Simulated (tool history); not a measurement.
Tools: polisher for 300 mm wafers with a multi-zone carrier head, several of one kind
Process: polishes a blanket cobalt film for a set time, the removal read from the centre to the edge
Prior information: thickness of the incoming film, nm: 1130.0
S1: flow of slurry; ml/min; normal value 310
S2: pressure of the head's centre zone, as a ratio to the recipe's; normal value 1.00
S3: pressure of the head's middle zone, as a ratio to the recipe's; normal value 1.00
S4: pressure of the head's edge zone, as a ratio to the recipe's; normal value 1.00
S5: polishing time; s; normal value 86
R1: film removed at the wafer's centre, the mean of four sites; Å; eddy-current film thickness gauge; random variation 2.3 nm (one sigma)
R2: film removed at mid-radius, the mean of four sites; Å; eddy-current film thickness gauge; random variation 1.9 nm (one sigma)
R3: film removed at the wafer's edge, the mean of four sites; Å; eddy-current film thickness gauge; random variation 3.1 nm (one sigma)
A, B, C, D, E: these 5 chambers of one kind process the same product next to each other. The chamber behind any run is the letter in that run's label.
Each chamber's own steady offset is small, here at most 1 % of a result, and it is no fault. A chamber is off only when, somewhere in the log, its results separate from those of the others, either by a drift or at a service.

run   hour   S1    S2    S3    S4  S5      R1      R2      R3
 1A    5.4  310  1.00  1.00  1.00  86  2360.1  2395.4  2322.6
       8.3  -- chamber B: worn pad replaced by a new one
       8.9  -- chamber B: slurry nozzle cleaned
 2B   10.9  310  1.00  1.00  1.00  86  2442.5  2393.3  2406.4
      16.5  -- chamber C: worn pad replaced by a new one
 3C   16.9  310  1.00  1.00  1.00  86  2382.5  2393.8  2366.8
 4D   22.1  310  1.00  1.00  1.00  86  2446.8  2374.1  2368.4
 5E   27.3  310  1.00  1.00  0.94  86  2412.8  2390.7  2345.0
 6D   31.5  310  1.00  1.00  0.94  86  2385.4  2382.7  2316.1
 7E   34.7  310  1.00  1.00  0.94  86  2404.9  2369.7  2327.0
 8B   37.9  310  1.00  1.00  0.94  86  2414.1  2392.6  2303.7
 9C   42.7  310  1.00  1.00  0.94  86  2383.3  2393.0  2285.6
10A   48.3  310  1.00  1.00  1.00  68  1880.3  1886.8  1921.1
11B   51.0  310  1.00  1.00  1.00  68  1886.4  1846.4  1917.9
12C   56.2  310  1.00  1.00  1.00  68  1860.1  1875.4  1852.4
13A   60.2  310  1.00  1.00  1.00  68  1883.1  1886.6  1910.5
14E   64.6  310  1.00  1.00  1.00  68  1929.2  1880.9  1897.3
15D   67.7  310  1.00  1.00  1.00  86  2399.8  2383.7  2400.6
16B   71.6  310  1.00  1.00  1.00  86  2400.4  2414.4  2404.8
17D   74.4  310  1.00  1.00  1.00  86  2424.3  2405.3  2412.4
18C   78.8  310  1.00  1.00  1.00  86  2409.0  2357.2  2342.7
19A   84.0  310  1.00  1.00  1.00  86  2320.0  2435.5  2373.0
      86.9  -- chamber A: centre zone pressure recalibrated
20E   89.9  210  1.08  1.00  1.00  86  2507.7  2314.8  2327.6
21C   95.0  210  1.08  1.00  1.00  86  2475.3  2272.8  2253.3
      98.5  -- chamber A: worn pad replaced by a new one
22A   98.5  210  1.08  1.00  1.00  86  2287.3  2304.1  2255.2
23B  102.9  210  1.08  1.00  1.00  86  2524.6  2297.1  2306.0
24D  106.7  210  1.08  1.00  1.00  86  2473.1  2252.0  2336.3
     109.4  -- chamber E: worn pad replaced by a new one
25E  110.9  310  1.00  1.00  1.00  86  2390.9  2381.6  2383.0
26A  115.4  310  1.00  1.00  1.00  86  2249.6  2388.1  2347.2
     117.3  -- chamber C: worn pad replaced by a new one
     120.8  -- chamber A: slurry nozzle cleaned
27E  121.1  310  1.00  0.94  1.00  86  2408.1  2300.6  2429.3
     126.1  -- chamber D: worn pad replaced by a new one
28C  126.8  310  1.00  0.94  1.00  86  2336.7  2249.2  2381.5
29B  131.7  310  1.00  0.94  1.00  86  2359.9  2250.8  2379.0
30D  135.3  310  1.00  0.94  1.00  86  2432.8  2251.3  2435.7
31C  139.7  310  1.00  0.94  1.00  86  2425.1  2282.2  2370.0
32A  144.6  310  1.00  1.00  1.00  86  2206.3  2405.7  2363.4
33D  149.1  310  1.00  1.00  1.00  86  2398.6  2387.5  2408.7
34E  151.9  310  1.00  1.00  1.00  86  2414.8  2423.3  2462.3
35B  154.7  310  1.00  1.00  1.00  86  2391.4  2390.1  2396.2
36C  157.6  310  1.00  1.00  1.00  86  2359.3  2410.5  2360.0
37E  163.2  310  1.00  1.00  1.00  86  2414.3  2434.4  2389.3

Each of the 5 chambers runs these same settings next. Fill in every chamber's results:
38A  167.5  310  1.00  1.00  1.06  86   ?   ?   ?
38B  167.5  310  1.00  1.00  1.06  86   ?   ?   ?
38C  167.5  310  1.00  1.00  1.06  86   ?   ?   ?
38D  167.5  310  1.00  1.00  1.06  86   ?   ?   ?
38E  167.5  310  1.00  1.00  1.06  86   ?   ?   ?

run      R1      R2      R3
38A  2233.5  2382.3  2412.7
38B  2394.3  2372.7  2457.4
38C  2383.7  2405.8  2429.7
38D  2424.5  2341.8  2427.7
38E  2416.8  2380.2  2505.4
